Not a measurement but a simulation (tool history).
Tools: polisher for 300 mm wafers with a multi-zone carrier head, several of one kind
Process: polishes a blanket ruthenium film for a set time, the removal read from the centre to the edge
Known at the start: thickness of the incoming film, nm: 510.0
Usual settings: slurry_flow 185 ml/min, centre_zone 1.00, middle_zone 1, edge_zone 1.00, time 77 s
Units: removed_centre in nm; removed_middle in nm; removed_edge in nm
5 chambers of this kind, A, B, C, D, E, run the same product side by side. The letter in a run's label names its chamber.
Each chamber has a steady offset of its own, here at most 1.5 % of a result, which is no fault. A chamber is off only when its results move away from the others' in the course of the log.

run   hour  slurry_flow  centre_zone  middle_zone  edge_zone  time  wafers polished on this pad  hours since the slurry nozzle was cleaned  hours since the centre zone pressure was calibrated  hours since the edge zone pressure was calibrated  removed_centre  removed_middle  removed_edge
 1B    2.0          185         1.00            1       1.00    77                          440                                      217.3                                                399.0                                              286.8          75.910          74.942        75.449
       3.0  -- chamber A: worn pad replaced by a new one
 2E    4.4          185         1.00            1       1.00    77                          608                                      190.4                                                608.1                                              294.1          74.843          76.405        73.668
 3A    7.1          185         1.00            1       1.00    77                           31                                      421.7                                                203.9                                              339.9          74.638          77.897        74.143
       9.9  -- chamber B: worn pad replaced by a new one
      10.4  -- chamber C: worn pad replaced by a new one
 4C   11.2          185         1.00            1       1.00    77                            6                                      201.2                                               1112.0                                             1224.8          75.320          77.448        75.336
 5D   13.1          185         1.00            1       1.00    77                          213                                      209.6                                                116.5                                              921.3          76.348          76.650        76.134
 6A   17.2          185         1.00            1       1.00    77                          107                                      431.8                                                214.0                                              350.0          76.321          77.036        76.339
 7D   20.6          215         1.00            1       1.11    77                          270                                      217.1                                                124.0                                              928.8          77.427          78.088        80.261
 8C   22.9          215         1.00            1       1.11    77                           94                                      212.9                                               1123.7                                             1236.5          77.907          76.734        82.530
 9B   25.5          215         1.00            1       1.11    77                          117                                      240.8                                                422.5                                              310.3          78.019          78.421        81.925
10E   28.0          215         1.00            1       1.11    77                          786                                      214.0                                                631.7                                              317.7          77.334          78.332        80.979
11C   31.7          215         1.00            1       1.11    77                          161                                      221.7                                               1132.5                                             1245.3          75.314          78.923        79.354
12D   34.4          185         1.00            1       1.00    77                          374                                      230.9                                                137.8                                              942.6          75.647          76.896        75.303
13E   37.8          185         1.00            1       1.00    77                          859                                      223.8                                                641.5                                              327.5          75.357          76.200        75.130
14A   40.0          185         1.00            1       1.00    77                          279                                      454.6                                                236.8                                              372.8          75.352          76.145        76.644
15B   42.1          185         1.00            1       1.00    77                          242                                      257.4                                                439.1                                              326.9          76.126          74.574        76.158
      43.1  -- chamber C: centre zone pressure recalibrated
16D   44.0          185         1.00            1       1.00    77                          446                                      240.5                                                147.4                                              952.2          76.488          76.231        74.826
17A   47.3          185         1.00            1       1.00    77                          334                                      461.9                                                244.1                                              380.1          76.722          77.700        76.150
18E   49.2          185         1.00            1       1.00    77                          945                                      235.2                                                652.9                                              338.9          75.786          75.954        76.469
19C   51.4          185         1.00            1       1.00    77                          309                                      241.4                                                  8.4                                             1265.0          80.590          77.052        75.236
20B   54.0          185         1.00            1       1.00    77                          332                                      269.3                                                451.0                                              338.8          75.085          73.983        76.624
21B   56.3          185         0.90            1       0.89    77                          349                                      271.6                                                453.3                                              341.1          67.138          76.737        73.757
22E   58.6          185         0.90            1       0.89    77                         1016                                      244.6                                                662.3                                              348.3          67.868          75.460        71.195
23D   62.7          185         0.90            1       0.89    77                          587                                      259.2                                                166.1                                              970.9          67.784          76.250        71.091
      63.7  -- chamber E: worn pad replaced by a new one
24C   66.6          185         0.90            1       0.89    77                          423                                      256.6                                                 23.6                                             1280.2          71.288          75.190        71.625
      66.7  -- chamber E: centre zone pressure recalibrated
      68.4  -- chamber B: worn pad replaced by a new one
25A   68.5          185         0.90            1       0.89    77                          494                                      483.1                                                265.3                                              401.3          67.813          76.438        71.946
26C   71.1          185         1.00            1       1.00    77                          457                                      261.1                                                 28.1                                             1284.7          79.517          75.261        75.461
27B   74.7          185         1.00            1       1.00    77                           48                                      290.0                                                471.7                                              359.5          75.812          76.267        77.936
28A   77.5          185         1.00            1       1.00    77                          561                                      492.1                                                274.3                                              410.3          75.256          77.865        75.814
29D   80.7          185         1.00            1       1.00    77                          723                                      277.2                                                184.1                                              988.9          75.564          77.198        75.130
      82.5  -- chamber D: worn pad replaced by a new one
30E   83.7          185         1.00            1       1.00    77                          151                                      269.7                                                 17.0                                              373.4          75.484          78.273        75.861
31E   85.8          185         1.00            1       1.00    77                          166                                      271.8                                                 19.1                                              375.5          75.721          75.875        76.485
32A   89.6          185         1.00            1       1.00    77                          653                                      504.2                                                286.4                                              422.4          76.078          78.005        75.169
33C   91.8          185         1.00            1       1.00    77                          613                                      281.8                                                 48.8                                             1305.4          79.803          75.496        75.984
      93.4  -- chamber C: edge zone pressure recalibrated
34D   95.3          185         1.00            1       1.00    77                           96                                      291.8                                                198.7                                             1003.5          74.560          76.783        76.140
35B   98.4          185         1.00            1       1.00    77                          226                                      313.7                                                495.4                                              383.2          74.834          74.464        75.644
36D  102.0          185         1.00            1       1.00    77                          147                                      298.5                                                205.4                                             1010.2          74.880          76.958        74.521
37B  105.7          185         1.00            1       1.00    77                          281                                      321.0                                                502.7                                              390.5          75.012          74.512        78.319
38C  109.8          185         1.00            1       1.00    77                          749                                      299.8                                                 66.8                                               16.5          80.232          76.308        75.034
39E  113.2          185         1.05            1       1.00    60                          373                                      299.2                                                 46.5                                              402.9          63.416          58.969        58.068
40A  115.2          185         1.05            1       1.00    60                          845                                      529.8                                                312.0                                              448.0          62.326          59.875        60.711

Is one chamber off against the others, does the gauge drift, or is nothing wrong? If a chamber is off, say which, and what the likeliest cause is.

A service left chamber C off against the others.
Cause: centre zone's pressure above its setpoint, % = 5.81.

Here are 4 candidates for chamber C's next run, each the usual settings with a change, their results left as question marks. Which one brings its results back in line with what the others give on the usual settings?
In line means no further than this from the other chambers' mean on the usual settings: removed_centre 2.700 nm; removed_middle 3.100 nm; removed_edge 3.500 nm
41C-1  118.2          190         1.10         0.97       0.97    77                                                                                                                                                                                               ?               ?             ?
41C-2  118.2          190         1.04         0.99       0.99    77                                                                                                                                                                                               ?               ?             ?
41C-3  118.2          180         0.96         1.01       1.01    77                                                                                                                                                                                               ?               ?             ?
41C-4  118.2          180         0.90         1.03       1.03    77                                                                                                                                                                                               ?               ?             ?

The other chambers' mean on the usual settings: removed_centre 75.797 nm; removed_middle 76.332 nm; removed_edge 75.963 nm
  run  removed_centre  removed_middle  removed_edge
41C-1          89.151          73.822        74.391
41C-2          83.979          75.232        75.176
41C-3          76.327          75.987        75.479
41C-4          71.202          77.388        76.256
41C-3 brings the chamber back in line.
